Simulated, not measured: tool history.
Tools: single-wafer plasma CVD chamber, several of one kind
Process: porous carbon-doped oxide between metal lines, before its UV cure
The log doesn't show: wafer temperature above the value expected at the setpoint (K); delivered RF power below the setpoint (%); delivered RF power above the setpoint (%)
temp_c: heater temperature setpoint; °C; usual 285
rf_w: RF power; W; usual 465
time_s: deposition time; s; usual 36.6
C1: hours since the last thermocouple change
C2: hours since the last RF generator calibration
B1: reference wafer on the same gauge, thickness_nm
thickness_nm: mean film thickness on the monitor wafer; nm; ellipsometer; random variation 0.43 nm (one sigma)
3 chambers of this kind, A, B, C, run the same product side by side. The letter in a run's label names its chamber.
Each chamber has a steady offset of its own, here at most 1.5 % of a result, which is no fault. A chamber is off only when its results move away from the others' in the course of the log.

{"run": "1B", "hour": 7.4, "temp_c": 285, "rf_w": 465, "time_s": 36.6, "C1": 954.9, "C2": 504.3, "B1": 196.13, "thickness_nm": 207.51}
{"run": "2C", "hour": 12.0, "temp_c": 285, "rf_w": 465, "time_s": 36.6, "C1": 1737.0, "C2": 610.8, "B1": 195.94, "thickness_nm": 204.16}
{"run": "3A", "hour": 16.7, "temp_c": 285, "rf_w": 465, "time_s": 36.6, "C1": 2373.3, "C2": 163.7, "B1": 195.97, "thickness_nm": 204.19}
{"run": "4C", "hour": 21.4, "temp_c": 285, "rf_w": 465, "time_s": 36.6, "C1": 1746.4, "C2": 620.2, "B1": 195.98, "thickness_nm": 204.9}
{"run": "5A", "hour": 25.2, "temp_c": 285, "rf_w": 465, "time_s": 36.6, "C1": 2381.8, "C2": 172.2, "B1": 195.96, "thickness_nm": 204.48}
{"run": "6B", "hour": 31.3, "temp_c": 285, "rf_w": 465, "time_s": 36.6, "C1": 978.8, "C2": 528.2, "B1": 196.12, "thickness_nm": 207.66}
{"run": "7C", "hour": 38.0, "temp_c": 285, "rf_w": 465, "time_s": 36.6, "C1": 1763.0, "C2": 636.8, "B1": 195.96, "thickness_nm": 204.84}
{"run": "8B", "hour": 44.0, "temp_c": 285, "rf_w": 465, "time_s": 36.6, "C1": 991.5, "C2": 540.9, "B1": 195.97, "thickness_nm": 207.04}
{"run": "9A", "hour": 50.1, "temp_c": 285, "rf_w": 540, "time_s": 36.6, "C1": 2406.7, "C2": 197.1, "B1": 196.03, "thickness_nm": 225.68}
{"run": "10A", "hour": 56.3, "temp_c": 285, "rf_w": 540, "time_s": 36.6, "C1": 2412.9, "C2": 203.3, "B1": 196.0, "thickness_nm": 224.58}
{"run": "11B", "hour": 60.6, "temp_c": 285, "rf_w": 540, "time_s": 36.6, "C1": 1008.1, "C2": 557.5, "B1": 196.12, "thickness_nm": 229.77}
{"run": "12C", "hour": 65.8, "temp_c": 285, "rf_w": 465, "time_s": 36.6, "C1": 1790.8, "C2": 664.6, "B1": 195.98, "thickness_nm": 204.92}
{"hour": 67.6, "done": "chamber C: thermocouple changed; heater temperature recalibrated"}
{"run": "13C", "hour": 72.5, "temp_c": 285, "rf_w": 465, "time_s": 36.6, "C1": 4.9, "C2": 671.3, "B1": 196.04, "thickness_nm": 204.77}
{"run": "14A", "hour": 79.3, "temp_c": 285, "rf_w": 465, "time_s": 36.6, "C1": 2435.9, "C2": 226.3, "B1": 196.09, "thickness_nm": 204.3}
{"run": "15B", "hour": 83.0, "temp_c": 285, "rf_w": 465, "time_s": 36.6, "C1": 1030.5, "C2": 579.9, "B1": 195.9, "thickness_nm": 207.1}
{"run": "16C", "hour": 89.2, "temp_c": 285, "rf_w": 465, "time_s": 36.6, "C1": 21.6, "C2": 688.0, "B1": 196.04, "thickness_nm": 204.19}
{"run": "17A", "hour": 93.8, "temp_c": 285, "rf_w": 465, "time_s": 36.6, "C1": 2450.4, "C2": 240.8, "B1": 195.97, "thickness_nm": 204.1}
{"run": "18B", "hour": 97.9, "temp_c": 285, "rf_w": 465, "time_s": 36.6, "C1": 1045.4, "C2": 594.8, "B1": 195.96, "thickness_nm": 207.62}
{"run": "19A", "hour": 102.8, "temp_c": 285, "rf_w": 465, "time_s": 36.6, "C1": 2459.4, "C2": 249.8, "B1": 195.96, "thickness_nm": 204.71}
{"run": "20C", "hour": 106.9, "temp_c": 285, "rf_w": 465, "time_s": 36.6, "C1": 39.3, "C2": 705.7, "B1": 195.95, "thickness_nm": 205.09}
{"run": "21B", "hour": 111.2, "temp_c": 285, "rf_w": 465, "time_s": 36.6, "C1": 1058.7, "C2": 608.1, "B1": 196.03, "thickness_nm": 206.96}
{"run": "22C", "hour": 117.2, "temp_c": 285, "rf_w": 465, "time_s": 36.6, "C1": 49.6, "C2": 716.0, "B1": 195.96, "thickness_nm": 204.36}
{"hour": 124.4, "done": "chamber A: thermocouple changed; heater temperature recalibrated"}
{"run": "23A", "hour": 124.8, "temp_c": 285, "rf_w": 465, "time_s": 36.6, "C1": 0.4, "C2": 271.8, "B1": 196.02, "thickness_nm": 199.14}
{"run": "24B", "hour": 129.6, "temp_c": 285, "rf_w": 465, "time_s": 36.6, "C1": 1077.1, "C2": 626.5, "B1": 196.01, "thickness_nm": 206.75}
{"run": "25B", "hour": 133.3, "temp_c": 285, "rf_w": 465, "time_s": 36.6, "C1": 1080.8, "C2": 630.2, "B1": 196.0, "thickness_nm": 207.53}
{"run": "26C", "hour": 140.1, "temp_c": 285, "rf_w": 465, "time_s": 43.7, "C1": 72.5, "C2": 738.9, "B1": 195.93, "thickness_nm": 243.64}
{"run": "27A", "hour": 144.5, "temp_c": 285, "rf_w": 465, "time_s": 43.7, "C1": 20.1, "C2": 291.5, "B1": 195.96, "thickness_nm": 235.97}
{"run": "28C", "hour": 150.6, "temp_c": 285, "rf_w": 465, "time_s": 43.7, "C1": 83.0, "C2": 749.4, "B1": 195.95, "thickness_nm": 242.81}
{"run": "29A", "hour": 154.4, "temp_c": 285, "rf_w": 465, "time_s": 36.6, "C1": 30.0, "C2": 301.4, "B1": 195.94, "thickness_nm": 200.04}
{"run": "30B", "hour": 159.1, "temp_c": 285, "rf_w": 465, "time_s": 36.6, "C1": 1106.6, "C2": 656.0, "B1": 196.11, "thickness_nm": 207.89}
{"run": "31B", "hour": 163.7, "temp_c": 285, "rf_w": 465, "time_s": 36.6, "C1": 1111.2, "C2": 660.6, "B1": 196.09, "thickness_nm": 205.96}
{"run": "32C", "hour": 171.2, "temp_c": 285, "rf_w": 465, "time_s": 36.6, "C1": 103.6, "C2": 770.0, "B1": 196.0, "thickness_nm": 205.01}
{"run": "33A", "hour": 175.1, "temp_c": 285, "rf_w": 465, "time_s": 36.6, "C1": 50.7, "C2": 322.1, "B1": 196.1, "thickness_nm": 200.01}
{"run": "34A", "hour": 180.4, "temp_c": 285, "rf_w": 465, "time_s": 36.6, "C1": 56.0, "C2": 327.4, "B1": 196.04, "thickness_nm": 199.04}
{"run": "35C", "hour": 184.0, "temp_c": 285, "rf_w": 465, "time_s": 36.6, "C1": 116.4, "C2": 782.8, "B1": 195.89, "thickness_nm": 204.18}
{"run": "36B", "hour": 191.2, "temp_c": 285, "rf_w": 465, "time_s": 36.6, "C1": 1138.7, "C2": 688.1, "B1": 196.03, "thickness_nm": 206.2}
{"run": "37A", "hour": 195.6, "temp_c": 285, "rf_w": 465, "time_s": 32.1, "C1": 71.2, "C2": 342.6, "B1": 195.84, "thickness_nm": 175.6}
{"run": "38B", "hour": 199.7, "temp_c": 285, "rf_w": 465, "time_s": 32.1, "C1": 1147.2, "C2": 696.6, "B1": 196.02, "thickness_nm": 181.44}
{"run": "39C", "hour": 204.8, "temp_c": 285, "rf_w": 465, "time_s": 32.1, "C1": 137.2, "C2": 803.6, "B1": 195.97, "thickness_nm": 180.23}

What goes on in this fleet: one chamber off, a drifting gauge, or nothing beyond the chambers' own small offsets? Name the chamber and the cause, if any.

A service left chamber A off against the others.
Cause: wafer temperature above the value expected at the setpoint (K) = 4.17.

Here are 4 candidates for chamber A's next run, each the usual settings with a change, their results left as question marks. Which one brings its results back in line with what the others give on the usual settings?
In line means no further than this from the other chambers' mean on the usual settings: thickness_nm 1.60 nm
{"run": "40A-1", "hour": 210.3, "temp_c": 284, "rf_w": 480, "time_s": 38.1, "thickness_nm": "?"}
{"run": "40A-2", "hour": 210.3, "temp_c": 287, "rf_w": 450, "time_s": 36.6, "thickness_nm": "?"}
{"run": "40A-3", "hour": 210.3, "temp_c": 287, "rf_w": 465, "time_s": 34.7, "thickness_nm": "?"}
{"run": "40A-4", "hour": 210.3, "temp_c": 285, "rf_w": 490, "time_s": 36.6, "thickness_nm": "?"}

The other chambers' mean on the usual settings: thickness_nm 205.81 nm
run=40A-1 thickness_nm=212.63
run=40A-2 thickness_nm=192.20
run=40A-3 thickness_nm=186.65
run=40A-4 thickness_nm=205.99
40A-4 brings the chamber back in line.
